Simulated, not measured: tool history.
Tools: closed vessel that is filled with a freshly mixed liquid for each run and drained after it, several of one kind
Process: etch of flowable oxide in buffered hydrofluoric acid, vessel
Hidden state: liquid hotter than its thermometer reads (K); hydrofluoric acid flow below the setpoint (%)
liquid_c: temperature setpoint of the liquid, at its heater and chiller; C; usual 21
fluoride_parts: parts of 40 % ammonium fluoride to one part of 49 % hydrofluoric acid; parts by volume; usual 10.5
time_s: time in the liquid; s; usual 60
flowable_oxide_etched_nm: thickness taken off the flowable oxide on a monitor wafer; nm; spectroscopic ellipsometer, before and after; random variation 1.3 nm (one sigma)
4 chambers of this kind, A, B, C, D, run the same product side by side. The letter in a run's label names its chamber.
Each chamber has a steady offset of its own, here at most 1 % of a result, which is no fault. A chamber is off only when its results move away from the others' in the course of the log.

run,day,liquid_c,fluoride_parts,time_s,hours since the thermometer was replaced,hours since the hydrofluoric acid flow meter was replaced,"read-back film thickness of the flowable oxide reference wafer, read on the same gauge (nm)",flowable_oxide_etched_nm
1B,0.467,21,10.5,60,256.1,1005.8,39.95,153.96
2D,0.933,21,10.5,60,365.1,537,40.005,154.34
3C,1.292,21,10.5,60,858.6,32,40.017,156.56
4A,1.538,21,10.5,60,669.4,895.6,40.011,158.97
5A,1.896,21,10.5,60,678,904.2,40.002,156.17
6B,2.192,21,10.5,60,297.5,1047.2,40.011,152.96
7C,2.454,17.5,10.5,80,886.5,59.9,40.018,172.57
8D,2.783,17.5,10.5,80,409.5,581.4,40.011,168.1
9D,3.029,17.5,10.5,80,415.4,587.3,39.975,169.44
10B,3.338,17.5,10.5,80,325,1074.7,39.984,169.84
11A,3.671,21,10.5,60,720.6,946.8,39.987,156.74
12C,3.996,21,10.5,60,923.5,96.9,39.989,158.04
13A,4.229,21,10.5,60,734,960.2,40.013,156.96
14C,4.629,21,10.5,60,938.7,112.1,39.968,154.93
15D,4.892,26,12.5,60,460.1,632,40.016,173.12
16B,5.154,26,12.5,60,368.6,1118.3,39.971,168.93
17A,5.575,26,12.5,60,766.3,992.5,39.995,173.17
18C,6.033,26,12.5,60,972.4,145.8,39.988,173.25
19B,6.279,21,10.5,60,395.6,1145.3,40.029,155.33
20D,6.508,21,10.5,60,498.9,670.8,40.045,150.59
21D,6.804,21,10.5,60,506,677.9,40.03,152.91
22A,7.221,21,10.5,60,805.8,1032,40.005,157.26
23B,7.433,21,10.5,60,423.3,1173,39.971,154.01
24C,7.8,21,10.5,60,1014.8,188.2,40.043,157.07
25C,8.054,21,10.5,60,1020.9,194.3,40.037,158.38
26D,8.3,21,10.5,60,541.9,713.8,40.019,149.39
27A,8.508,21,10.5,75,836.7,1062.9,40.005,194.82
28B,8.717,21,10.5,75,454.1,1203.8,40.003,194.57
29A,8.992,21,10.5,75,848.3,1074.5,39.971,192.99
30C,9.275,21,10.5,75,1050.2,223.6,40.005,199.04
31B,9.562,21,10.5,60,474.4,1224.1,40.013,154.59
32D,9.846,21,10.5,60,579,750.9,40.049,147.41
33D,10.088,21,10.5,60,584.8,756.7,40.027,148.04
34C,10.438,21,10.5,60,1078.1,251.5,40.006,154.21
35A,10.683,21,10.5,60,888.9,1115.1,40.012,155.55
36B,10.967,21,10.5,60,508.1,1257.8,39.992,155.22
37A,11.35,21,10.5,60,904.9,1131.1,39.951,156.73
38B,11.796,21,10.5,60,528,1277.7,40.024,154.18
39D,12.092,21,10.5,60,632.9,804.8,40.025,146.52
40C,12.462,21,10.5,60,1126.7,300.1,40.003,160.15
41C,12.862,21,10.5,60,1136.3,309.7,40.014,156.1

All 4 chambers run these settings next. Forecast each chamber's results:
42A,13.208,24.5,10.5,60,,,,?
42B,13.208,24.5,10.5,60,,,,?
42C,13.208,24.5,10.5,60,,,,?
42D,13.208,24.5,10.5,60,,,,?

run,flowable_oxide_etched_nm
42A,188.58
42B,187.48
42C,189.58
42D,174.76
